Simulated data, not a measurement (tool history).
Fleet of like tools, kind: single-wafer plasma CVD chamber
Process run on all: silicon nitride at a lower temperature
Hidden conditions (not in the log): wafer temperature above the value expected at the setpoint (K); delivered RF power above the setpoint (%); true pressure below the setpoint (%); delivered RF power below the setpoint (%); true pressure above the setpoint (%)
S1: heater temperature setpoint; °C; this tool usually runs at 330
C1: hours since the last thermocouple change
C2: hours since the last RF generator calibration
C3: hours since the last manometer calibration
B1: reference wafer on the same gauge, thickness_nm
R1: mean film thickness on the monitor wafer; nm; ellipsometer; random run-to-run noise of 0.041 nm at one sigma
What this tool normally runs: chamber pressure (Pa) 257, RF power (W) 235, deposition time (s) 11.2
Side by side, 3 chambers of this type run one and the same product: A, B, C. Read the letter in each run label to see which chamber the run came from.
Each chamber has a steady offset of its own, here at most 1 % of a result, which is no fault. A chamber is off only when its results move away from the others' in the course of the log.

{"run": "1B", "hour": 4.7, "S1": 330, "chamber pressure (Pa)": 257, "RF power (W)": 235, "deposition time (s)": 11.2, "C1": 553.1, "C2": 293.3, "C3": 1651.0, "B1": 12.797, "R1": 11.828}
{"run": "2A", "hour": 13.0, "S1": 330, "chamber pressure (Pa)": 257, "RF power (W)": 235, "deposition time (s)": 11.2, "C1": 611.7, "C2": 1325.5, "C3": 1316.5, "B1": 12.808, "R1": 11.873}
{"run": "3C", "hour": 16.8, "S1": 330, "chamber pressure (Pa)": 257, "RF power (W)": 235, "deposition time (s)": 11.2, "C1": 761.1, "C2": 360.9, "C3": 921.5, "B1": 12.801, "R1": 11.767}
{"run": "4C", "hour": 22.2, "S1": 330, "chamber pressure (Pa)": 257, "RF power (W)": 235, "deposition time (s)": 11.2, "C1": 766.5, "C2": 366.3, "C3": 926.9, "B1": 12.808, "R1": 11.638}
{"run": "5B", "hour": 29.1, "S1": 330, "chamber pressure (Pa)": 257, "RF power (W)": 235, "deposition time (s)": 11.2, "C1": 577.5, "C2": 317.7, "C3": 1675.4, "B1": 12.799, "R1": 11.838}
{"run": "6A", "hour": 37.0, "S1": 330, "chamber pressure (Pa)": 257, "RF power (W)": 235, "deposition time (s)": 11.2, "C1": 635.7, "C2": 1349.5, "C3": 1340.5, "B1": 12.805, "R1": 11.892}
{"run": "7B", "hour": 43.9, "S1": 330, "chamber pressure (Pa)": 257, "RF power (W)": 235, "deposition time (s)": 11.2, "C1": 592.3, "C2": 332.5, "C3": 1690.2, "B1": 12.794, "R1": 11.868}
{"run": "8A", "hour": 51.0, "S1": 330, "chamber pressure (Pa)": 257, "RF power (W)": 235, "deposition time (s)": 11.2, "C1": 649.7, "C2": 1363.5, "C3": 1354.5, "B1": 12.804, "R1": 11.841}
{"run": "9C", "hour": 57.8, "S1": 330, "chamber pressure (Pa)": 257, "RF power (W)": 235, "deposition time (s)": 11.2, "C1": 802.1, "C2": 401.9, "C3": 962.5, "B1": 12.807, "R1": 11.757}
{"run": "10B", "hour": 61.5, "S1": 330, "chamber pressure (Pa)": 257, "RF power (W)": 235, "deposition time (s)": 11.2, "C1": 609.9, "C2": 350.1, "C3": 1707.8, "B1": 12.798, "R1": 11.867}
{"run": "11C", "hour": 65.7, "S1": 330, "chamber pressure (Pa)": 257, "RF power (W)": 235, "deposition time (s)": 11.2, "C1": 810.0, "C2": 409.8, "C3": 970.4, "B1": 12.809, "R1": 11.737}
{"run": "12A", "hour": 74.1, "S1": 330, "chamber pressure (Pa)": 257, "RF power (W)": 235, "deposition time (s)": 11.2, "C1": 672.8, "C2": 1386.6, "C3": 1377.6, "B1": 12.8, "R1": 11.832}
{"run": "13B", "hour": 82.5, "S1": 330, "chamber pressure (Pa)": 257, "RF power (W)": 235, "deposition time (s)": 11.2, "C1": 630.9, "C2": 371.1, "C3": 1728.8, "B1": 12.798, "R1": 11.852}
{"run": "14A", "hour": 90.7, "S1": 330, "chamber pressure (Pa)": 257, "RF power (W)": 235, "deposition time (s)": 11.2, "C1": 689.4, "C2": 1403.2, "C3": 1394.2, "B1": 12.796, "R1": 11.862}
{"run": "15C", "hour": 97.3, "S1": 330, "chamber pressure (Pa)": 257, "RF power (W)": 235, "deposition time (s)": 11.2, "C1": 841.6, "C2": 441.4, "C3": 1002.0, "B1": 12.808, "R1": 11.703}
{"run": "16A", "hour": 101.4, "S1": 330, "chamber pressure (Pa)": 257, "RF power (W)": 235, "deposition time (s)": 9.9, "C1": 700.1, "C2": 1413.9, "C3": 1404.9, "B1": 12.806, "R1": 10.375}
{"run": "17B", "hour": 106.5, "S1": 330, "chamber pressure (Pa)": 257, "RF power (W)": 235, "deposition time (s)": 9.9, "C1": 654.9, "C2": 395.1, "C3": 1752.8, "B1": 12.784, "R1": 10.516}
{"run": "18C", "hour": 112.3, "S1": 330, "chamber pressure (Pa)": 257, "RF power (W)": 235, "deposition time (s)": 9.9, "C1": 856.6, "C2": 456.4, "C3": 1017.0, "B1": 12.798, "R1": 10.323}
{"run": "19B", "hour": 117.4, "S1": 330, "chamber pressure (Pa)": 225, "RF power (W)": 235, "deposition time (s)": 11.2, "C1": 665.8, "C2": 406.0, "C3": 1763.7, "B1": 12.791, "R1": 11.402}
{"run": "20A", "hour": 122.0, "S1": 330, "chamber pressure (Pa)": 225, "RF power (W)": 235, "deposition time (s)": 11.2, "C1": 720.7, "C2": 1434.5, "C3": 1425.5, "B1": 12.801, "R1": 11.449}
{"run": "21C", "hour": 130.4, "S1": 330, "chamber pressure (Pa)": 225, "RF power (W)": 235, "deposition time (s)": 11.2, "C1": 874.7, "C2": 474.5, "C3": 1035.1, "B1": 12.807, "R1": 11.206}
{"run": "22A", "hour": 138.7, "S1": 330, "chamber pressure (Pa)": 257, "RF power (W)": 235, "deposition time (s)": 11.2, "C1": 737.4, "C2": 1451.2, "C3": 1442.2, "B1": 12.804, "R1": 11.868}
{"run": "23C", "hour": 142.6, "S1": 330, "chamber pressure (Pa)": 257, "RF power (W)": 235, "deposition time (s)": 11.2, "C1": 886.9, "C2": 486.7, "C3": 1047.3, "B1": 12.806, "R1": 11.569}
{"run": "24B", "hour": 147.8, "S1": 330, "chamber pressure (Pa)": 257, "RF power (W)": 235, "deposition time (s)": 11.2, "C1": 696.2, "C2": 436.4, "C3": 1794.1, "B1": 12.793, "R1": 11.827}
{"run": "25B", "hour": 154.4, "S1": 330, "chamber pressure (Pa)": 257, "RF power (W)": 235, "deposition time (s)": 11.2, "C1": 702.8, "C2": 443.0, "C3": 1800.7, "B1": 12.8, "R1": 11.798}
{"run": "26C", "hour": 161.9, "S1": 330, "chamber pressure (Pa)": 257, "RF power (W)": 235, "deposition time (s)": 11.2, "C1": 906.2, "C2": 506.0, "C3": 1066.6, "B1": 12.807, "R1": 11.488}
{"run": "27A", "hour": 167.8, "S1": 330, "chamber pressure (Pa)": 257, "RF power (W)": 265, "deposition time (s)": 11.2, "C1": 766.5, "C2": 1480.3, "C3": 1471.3, "B1": 12.799, "R1": 12.906}
{"run": "28B", "hour": 175.6, "S1": 330, "chamber pressure (Pa)": 257, "RF power (W)": 265, "deposition time (s)": 11.2, "C1": 724.0, "C2": 464.2, "C3": 1821.9, "B1": 12.791, "R1": 12.899}
{"run": "29A", "hour": 181.9, "S1": 330, "chamber pressure (Pa)": 257, "RF power (W)": 265, "deposition time (s)": 11.2, "C1": 780.6, "C2": 1494.4, "C3": 1485.4, "B1": 12.805, "R1": 12.951}
{"run": "30C", "hour": 188.3, "S1": 325, "chamber pressure (Pa)": 257, "RF power (W)": 210, "deposition time (s)": 11.2, "C1": 932.6, "C2": 532.4, "C3": 1093.0, "B1": 12.803, "R1": 10.528}
{"run": "31A", "hour": 194.8, "S1": 325, "chamber pressure (Pa)": 257, "RF power (W)": 210, "deposition time (s)": 11.2, "C1": 793.5, "C2": 1507.3, "C3": 1498.3, "B1": 12.802, "R1": 10.878}
{"run": "32C", "hour": 203.3, "S1": 325, "chamber pressure (Pa)": 257, "RF power (W)": 210, "deposition time (s)": 11.2, "C1": 947.6, "C2": 547.4, "C3": 1108.0, "B1": 12.799, "R1": 10.484}
{"run": "33B", "hour": 210.0, "S1": 330, "chamber pressure (Pa)": 257, "RF power (W)": 235, "deposition time (s)": 11.2, "C1": 758.4, "C2": 498.6, "C3": 1856.3, "B1": 12.801, "R1": 11.883}
{"run": "34B", "hour": 214.4, "S1": 330, "chamber pressure (Pa)": 257, "RF power (W)": 235, "deposition time (s)": 11.2, "C1": 762.8, "C2": 503.0, "C3": 1860.7, "B1": 12.797, "R1": 11.873}
{"run": "35A", "hour": 219.8, "S1": 330, "chamber pressure (Pa)": 257, "RF power (W)": 235, "deposition time (s)": 11.2, "C1": 818.5, "C2": 1532.3, "C3": 1523.3, "B1": 12.798, "R1": 11.802}
{"run": "36C", "hour": 228.1, "S1": 330, "chamber pressure (Pa)": 257, "RF power (W)": 235, "deposition time (s)": 11.2, "C1": 972.4, "C2": 572.2, "C3": 1132.8, "B1": 12.808, "R1": 11.381}
{"run": "37B", "hour": 233.4, "S1": 330, "chamber pressure (Pa)": 257, "RF power (W)": 235, "deposition time (s)": 11.2, "C1": 781.8, "C2": 522.0, "C3": 1879.7, "B1": 12.801, "R1": 11.854}
{"run": "38A", "hour": 239.6, "S1": 330, "chamber pressure (Pa)": 257, "RF power (W)": 235, "deposition time (s)": 11.2, "C1": 838.3, "C2": 1552.1, "C3": 1543.1, "B1": 12.801, "R1": 11.803}
{"run": "39C", "hour": 244.4, "S1": 337, "chamber pressure (Pa)": 257, "RF power (W)": 235, "deposition time (s)": 11.2, "C1": 988.7, "C2": 588.5, "C3": 1149.1, "B1": 12.801, "R1": 11.281}
{"run": "40C", "hour": 252.5, "S1": 337, "chamber pressure (Pa)": 257, "RF power (W)": 235, "deposition time (s)": 11.2, "C1": 996.8, "C2": 596.6, "C3": 1157.2, "B1": 12.796, "R1": 11.253}
{"run": "41A", "hour": 260.2, "S1": 337, "chamber pressure (Pa)": 257, "RF power (W)": 235, "deposition time (s)": 11.2, "C1": 858.9, "C2": 1572.7, "C3": 1563.7, "B1": 12.811, "R1": 11.808}
{"run": "42B", "hour": 265.8, "S1": 330, "chamber pressure (Pa)": 257, "RF power (W)": 235, "deposition time (s)": 11.2, "C1": 814.2, "C2": 554.4, "C3": 1912.1, "B1": 12.789, "R1": 11.863}
{"run": "43B", "hour": 271.4, "S1": 330, "chamber pressure (Pa)": 257, "RF power (W)": 235, "deposition time (s)": 11.2, "C1": 819.8, "C2": 560.0, "C3": 1917.7, "B1": 12.802, "R1": 11.857}
{"run": "44C", "hour": 278.9, "S1": 330, "chamber pressure (Pa)": 296, "RF power (W)": 235, "deposition time (s)": 9.5, "C1": 1023.2, "C2": 623.0, "C3": 1183.6, "B1": 12.805, "R1": 9.8245}

The same settings go to every chamber for the next run, one line per chamber below. Forecast the results for each:
{"run": "45A", "hour": 285.1, "S1": 320, "chamber pressure (Pa)": 257, "RF power (W)": 235, "deposition time (s)": 11.2, "R1": "?"}
{"run": "45B", "hour": 285.1, "S1": 320, "chamber pressure (Pa)": 257, "RF power (W)": 235, "deposition time (s)": 11.2, "R1": "?"}
{"run": "45C", "hour": 285.1, "S1": 320, "chamber pressure (Pa)": 257, "RF power (W)": 235, "deposition time (s)": 11.2, "R1": "?"}

run=45A R1=11.8740
run=45B R1=11.8920
run=45C R1=11.1780
